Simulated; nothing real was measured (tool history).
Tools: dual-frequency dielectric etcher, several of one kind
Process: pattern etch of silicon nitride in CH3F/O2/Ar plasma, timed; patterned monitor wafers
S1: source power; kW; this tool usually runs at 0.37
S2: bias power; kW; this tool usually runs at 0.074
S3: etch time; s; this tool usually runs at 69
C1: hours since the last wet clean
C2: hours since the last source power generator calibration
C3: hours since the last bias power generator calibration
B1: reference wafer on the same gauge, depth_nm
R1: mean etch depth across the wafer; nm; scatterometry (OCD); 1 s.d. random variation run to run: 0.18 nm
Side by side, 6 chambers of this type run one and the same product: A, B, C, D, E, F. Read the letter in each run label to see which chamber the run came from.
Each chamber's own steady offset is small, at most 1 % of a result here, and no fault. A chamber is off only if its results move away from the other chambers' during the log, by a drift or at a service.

| run | hour | S1 | S2 | S3 | C1 | C2 | C3 | B1 | R1 |
|---|---|---|---|---|---|---|---|---|---|
| 1A | 11.6 | 0.37 | 0.074 | 69 | 277.8 | 2328 | 2136.1 | 47.717 | 47.451 |
|  | 14.7 | chamber D: wet clean of the chamber |
|  | 16.4 | chamber C: wet clean of the chamber |
| 2B | 20.4 | 0.37 | 0.074 | 69 | 155.7 | 2638 | 661.5 | 47.683 | 47.612 |
| 3C | 31 | 0.37 | 0.074 | 69 | 14.7 | 1077.5 | 582.2 | 47.714 | 47.146 |
| 4D | 41.2 | 0.37 | 0.074 | 69 | 26.6 | 1254.9 | 415.5 | 47.746 | 47.184 |
| 5E | 50.2 | 0.37 | 0.074 | 69 | 290.8 | 857.3 | 1353 | 47.704 | 47.417 |
| 6F | 58 | 0.37 | 0.063 | 69 | 186.2 | 1367 | 478.5 | 47.673 | 44.518 |
| 7C | 73.3 | 0.37 | 0.063 | 69 | 57 | 1119.8 | 624.5 | 47.714 | 44.426 |
| 8F | 85.5 | 0.37 | 0.063 | 69 | 213.7 | 1394.5 | 506 | 47.704 | 44.694 |
| 9B | 100.4 | 0.37 | 0.063 | 69 | 235.7 | 2718 | 741.5 | 47.681 | 44.679 |
| 10A | 115.3 | 0.37 | 0.063 | 69 | 381.5 | 2431.7 | 2239.8 | 47.675 | 45.113 |
| 11D | 125.8 | 0.37 | 0.063 | 69 | 111.2 | 1339.5 | 500.1 | 47.73 | 44.575 |
| 12E | 140.2 | 0.37 | 0.074 | 69 | 380.8 | 947.3 | 1443 | 47.692 | 47.634 |
| 13F | 155.1 | 0.37 | 0.074 | 69 | 283.3 | 1464.1 | 575.6 | 47.688 | 47.445 |
| 14B | 164.1 | 0.37 | 0.074 | 69 | 299.4 | 2781.7 | 805.2 | 47.679 | 47.404 |
| 15D | 177.8 | 0.37 | 0.074 | 69 | 163.2 | 1391.5 | 552.1 | 47.7 | 47.495 |
| 16E | 193.6 | 0.37 | 0.074 | 69 | 434.2 | 1000.7 | 1496.4 | 47.674 | 47.542 |
|  | 201.8 | chamber E: wet clean of the chamber |
| 17C | 201.9 | 0.37 | 0.074 | 69 | 185.6 | 1248.4 | 753.1 | 47.716 | 46.877 |
| 18A | 211.4 | 0.37 | 0.085 | 69 | 477.6 | 2527.8 | 2335.9 | 47.706 | 49.748 |
|  | 214.9 | chamber A: wet clean of the chamber |
| 19C | 227.2 | 0.37 | 0.085 | 69 | 210.9 | 1273.7 | 778.4 | 47.714 | 49.727 |
| 20A | 239.6 | 0.37 | 0.085 | 69 | 24.8 | 2556 | 2364.1 | 47.726 | 52.493 |
| 21F | 249.1 | 0.37 | 0.085 | 69 | 377.3 | 1558.1 | 669.6 | 47.69 | 49.486 |
|  | 255.7 | chamber A: source power generator calibrated |
| 22E | 260.2 | 0.37 | 0.085 | 69 | 58.5 | 1067.3 | 1563 | 47.777 | 50.023 |
| 23B | 268.6 | 0.37 | 0.085 | 69 | 403.9 | 2886.2 | 909.7 | 47.711 | 49.77 |
| 24D | 283.7 | 0.37 | 0.074 | 69 | 269.1 | 1497.4 | 658 | 47.688 | 47.466 |
| 25F | 298.4 | 0.46 | 0.066 | 69 | 426.6 | 1607.4 | 718.9 | 47.682 | 49.75 |
| 26D | 312.9 | 0.46 | 0.066 | 69 | 298.3 | 1526.6 | 687.2 | 47.685 | 49.541 |
| 27C | 321.5 | 0.46 | 0.066 | 69 | 305.2 | 1368 | 872.7 | 47.695 | 49.332 |
| 28E | 330.7 | 0.46 | 0.066 | 69 | 129 | 1137.8 | 1633.5 | 47.719 | 49.556 |
| 29A | 346.1 | 0.46 | 0.066 | 69 | 131.3 | 90.5 | 2470.6 | 47.678 | 52.213 |
| 30B | 359.9 | 0.46 | 0.066 | 69 | 495.2 | 2977.5 | 1001 | 47.716 | 49.236 |
| 31B | 368.2 | 0.37 | 0.085 | 83 | 503.5 | 2985.8 | 1009.3 | 47.743 | 60.171 |
| 32E | 375.5 | 0.37 | 0.085 | 83 | 173.8 | 1182.6 | 1678.3 | 47.692 | 59.309 |
|  | 380.5 | chamber C: source power generator calibrated |
| 33D | 386.8 | 0.37 | 0.085 | 83 | 372.2 | 1600.5 | 761.1 | 47.655 | 59.791 |
| 34C | 398.3 | 0.37 | 0.085 | 83 | 382 | 17.9 | 949.5 | 47.721 | 59.535 |
| 35F | 407.9 | 0.37 | 0.085 | 83 | 536.1 | 1716.9 | 828.4 | 47.701 | 59.367 |
| 36A | 418.9 | 0.37 | 0.085 | 83 | 204.1 | 163.3 | 2543.4 | 47.688 | 63.049 |
| 37F | 433.4 | 0.37 | 0.074 | 69 | 561.6 | 1742.4 | 853.9 | 47.701 | 47.201 |

Next, all 6 chambers run the settings below, one line each with question marks for the results. What does each chamber give?
| 38A | 445.1 | 0.37 | 0.074 | 76.5 |  |  |  |  | ? |
| 38B | 445.1 | 0.37 | 0.074 | 76.5 |  |  |  |  | ? |
| 38C | 445.1 | 0.37 | 0.074 | 76.5 |  |  |  |  | ? |
| 38D | 445.1 | 0.37 | 0.074 | 76.5 |  |  |  |  | ? |
| 38E | 445.1 | 0.37 | 0.074 | 76.5 |  |  |  |  | ? |
| 38F | 445.1 | 0.37 | 0.074 | 76.5 |  |  |  |  | ? |

| run | R1 |
|---|---|
| 38A | 55.286 |
| 38B | 52.724 |
| 38C | 52.075 |
| 38D | 52.527 |
| 38E | 52.673 |
| 38F | 52.811 |
